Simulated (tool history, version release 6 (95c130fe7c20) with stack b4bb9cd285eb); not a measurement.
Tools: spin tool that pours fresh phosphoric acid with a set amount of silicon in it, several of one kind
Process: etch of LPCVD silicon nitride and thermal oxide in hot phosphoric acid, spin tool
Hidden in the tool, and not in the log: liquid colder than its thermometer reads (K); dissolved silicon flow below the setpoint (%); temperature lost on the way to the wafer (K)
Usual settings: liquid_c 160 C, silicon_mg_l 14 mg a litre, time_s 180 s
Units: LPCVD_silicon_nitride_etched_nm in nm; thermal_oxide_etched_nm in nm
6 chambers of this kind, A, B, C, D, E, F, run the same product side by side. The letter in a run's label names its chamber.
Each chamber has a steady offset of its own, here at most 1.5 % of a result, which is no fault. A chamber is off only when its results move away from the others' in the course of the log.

| run | hour | liquid_c | silicon_mg_l | time_s | hours since the thermometer was replaced | hours since the dissolved silicon flow meter was replaced | hours since the heated supply line was repaired | read-back film thickness of the LPCVD silicon nitride reference wafer, read on the same gauge (nm) | read-back film thickness of the thermal oxide reference wafer, read on the same gauge (nm) | LPCVD_silicon_nitride_etched_nm | thermal_oxide_etched_nm |
|---|---|---|---|---|---|---|---|---|---|---|---|
| 1E | 7.6 | 160 | 14 | 180 | 80.1 | 1219.6 | 2751 | 140 | 40.006 | 16.694 | 0.37908 |
| 2D | 15 | 160 | 14 | 180 | 66.9 | 527.5 | 1928.2 | 139.99 | 40.064 | 16.494 | 0.39443 |
| 3B | 22.6 | 160 | 14 | 180 | 1089.2 | 730.2 | 171.2 | 140.01 | 40.006 | 16.98 | 0.39544 |
| 4F | 30.3 | 160 | 14 | 180 | 1294 | 302.1 | 1360.7 | 140 | 39.98 | 16.986 | 0.39302 |
|  | 32.8 | chamber C: thermometer replaced |
| 5A | 35 | 160 | 14 | 180 | 173.3 | 280.6 | 1053.7 | 140.01 | 40.023 | 17.012 | 0.3826 |
| 6C | 42.2 | 160 | 18.5 | 215 | 9.5 | 1198.5 | 951.5 | 139.98 | 39.986 | 19.828 | 0.41319 |
|  | 44.1 | chamber C: heated supply line repaired |
| 7F | 47.6 | 160 | 18.5 | 215 | 1311.3 | 319.4 | 1378 | 140.01 | 40.016 | 20.098 | 0.43058 |
| 8A | 52.8 | 160 | 18.5 | 215 | 191.1 | 298.4 | 1071.5 | 140 | 40.02 | 20.133 | 0.41935 |
| 9D | 56.8 | 160 | 18.5 | 215 | 108.7 | 569.3 | 1970 | 140.02 | 39.997 | 19.72 | 0.40515 |
| 10B | 64.5 | 160 | 18.5 | 215 | 1131.1 | 772.1 | 213.1 | 139.99 | 39.98 | 20.062 | 0.42717 |
| 11E | 71.5 | 160 | 18.5 | 215 | 144 | 1283.5 | 2814.9 | 140 | 39.979 | 19.861 | 0.41331 |
| 12C | 78 | 160 | 14 | 180 | 45.3 | 1234.3 | 33.9 | 140.02 | 39.973 | 16.729 | 0.33027 |
| 13F | 84 | 160 | 14 | 180 | 1347.7 | 355.8 | 1414.4 | 139.99 | 39.936 | 17.03 | 0.33218 |
| 14A | 91 | 160 | 14 | 180 | 229.3 | 336.6 | 1109.7 | 140.02 | 39.968 | 16.602 | 0.39099 |
| 15B | 97.4 | 160 | 14 | 180 | 1164 | 805 | 246 | 139.99 | 39.992 | 17.08 | 0.35068 |
| 16D | 101.5 | 160 | 14 | 180 | 153.4 | 614 | 2014.7 | 140.02 | 39.986 | 16.478 | 0.38626 |
| 17C | 106.4 | 160 | 14 | 180 | 73.7 | 1262.7 | 62.3 | 140 | 39.966 | 16.519 | 0.38721 |
| 18E | 110.7 | 160 | 14 | 180 | 183.2 | 1322.7 | 2854.1 | 139.99 | 40.02 | 16.691 | 0.37455 |
| 19D | 115.8 | 160 | 14 | 180 | 167.7 | 628.3 | 2029 | 140.01 | 40.026 | 16.581 | 0.36298 |
| 20E | 122.3 | 160 | 14 | 180 | 194.8 | 1334.3 | 2865.7 | 140 | 40.039 | 16.809 | 0.40721 |
| 21C | 127.7 | 160 | 14 | 180 | 95 | 1284 | 83.6 | 140.01 | 39.968 | 16.678 | 0.38074 |
| 22B | 132.9 | 160 | 14 | 180 | 1199.5 | 840.5 | 281.5 | 140.01 | 40.029 | 16.927 | 0.37147 |
| 23F | 140.3 | 160 | 14 | 180 | 1404 | 412.1 | 1470.7 | 140 | 40.017 | 16.957 | 0.39874 |
| 24A | 148.2 | 160 | 14 | 180 | 286.5 | 393.8 | 1166.9 | 140 | 40.007 | 16.33 | 0.31775 |
| 25B | 156.7 | 160 | 14 | 180 | 1223.3 | 864.3 | 305.3 | 140.01 | 40.021 | 16.696 | 0.38751 |
| 26F | 161.8 | 160 | 14 | 255 | 1425.5 | 433.6 | 1492.2 | 140 | 39.993 | 23.532 | 0.55287 |
| 27D | 168.4 | 160 | 14 | 255 | 220.3 | 680.9 | 2081.6 | 140.01 | 40.046 | 23.703 | 0.51874 |
| 28E | 172.7 | 160 | 14 | 255 | 245.2 | 1384.7 | 2916.1 | 139.99 | 40.044 | 23.502 | 0.50642 |
| 29A | 180.1 | 160 | 14 | 255 | 318.4 | 425.7 | 1198.8 | 139.98 | 39.996 | 23.411 | 0.54177 |
|  | 180.6 | chamber E: heated supply line repaired |
| 30C | 184.6 | 160 | 14 | 255 | 151.9 | 1340.9 | 140.5 | 140.01 | 39.971 | 23.312 | 0.4776 |
| 31E | 192.2 | 160 | 14 | 255 | 264.7 | 1404.2 | 11.7 | 140 | 39.977 | 24.259 | 0.51392 |
| 32D | 199.6 | 160 | 14 | 180 | 251.5 | 712.1 | 2112.8 | 140.01 | 39.97 | 16.526 | 0.34099 |
| 33C | 205.8 | 160 | 14 | 180 | 173.1 | 1362.1 | 161.7 | 139.99 | 39.98 | 16.501 | 0.36699 |
| 34B | 213.1 | 160 | 14 | 180 | 1279.7 | 920.7 | 361.7 | 140 | 39.955 | 16.765 | 0.3808 |
| 35F | 217.8 | 160 | 14 | 180 | 1481.5 | 489.6 | 1548.2 | 139.99 | 39.968 | 16.915 | 0.35833 |
| 36A | 221.6 | 160 | 14 | 180 | 359.9 | 467.2 | 1240.3 | 140 | 40.05 | 16.122 | 0.34515 |
| 37A | 228.8 | 160 | 8 | 180 | 367.1 | 474.4 | 1247.5 | 140 | 39.986 | 16.151 | 0.41949 |

What goes on in this fleet: one chamber off, a drifting gauge, or nothing beyond the chambers' own small offsets? Name the chamber and the cause, if any.

Chamber A drifts away from the others.
Cause: liquid colder than its thermometer reads (K) = 1.41.
The log may not tell that from: temperature lost on the way to the wafer (K).

Here are 4 candidates for chamber A's next run, each the usual settings with a change, their results left as question marks. Which one brings its results back in line with what the others give on the usual settings?
In line means no further than this from the other chambers' mean on the usual settings: LPCVD_silicon_nitride_etched_nm 0.49 nm; thermal_oxide_etched_nm 0.084 nm
| 38A-1 | 234.9 | 160.5 | 12 | 185 |  |  |  |  |  | ? | ? |
| 38A-2 | 234.9 | 160.5 | 9.5 | 195 |  |  |  |  |  | ? | ? |
| 38A-3 | 234.9 | 159.5 | 16 | 175 |  |  |  |  |  | ? | ? |
| 38A-4 | 234.9 | 159.5 | 18.5 | 165 |  |  |  |  |  | ? | ? |

The other chambers' mean on the usual settings: LPCVD_silicon_nitride_etched_nm 16.785 nm; thermal_oxide_etched_nm 0.3756 nm
| run | LPCVD_silicon_nitride_etched_nm | thermal_oxide_etched_nm |
|---|---|---|
| 38A-1 | 16.744 | 0.36878 |
| 38A-2 | 17.649 | 0.41041 |
| 38A-3 | 15.322 | 0.29409 |
| 38A-4 | 14.447 | 0.26023 |
38A-1 brings the chamber back in line.

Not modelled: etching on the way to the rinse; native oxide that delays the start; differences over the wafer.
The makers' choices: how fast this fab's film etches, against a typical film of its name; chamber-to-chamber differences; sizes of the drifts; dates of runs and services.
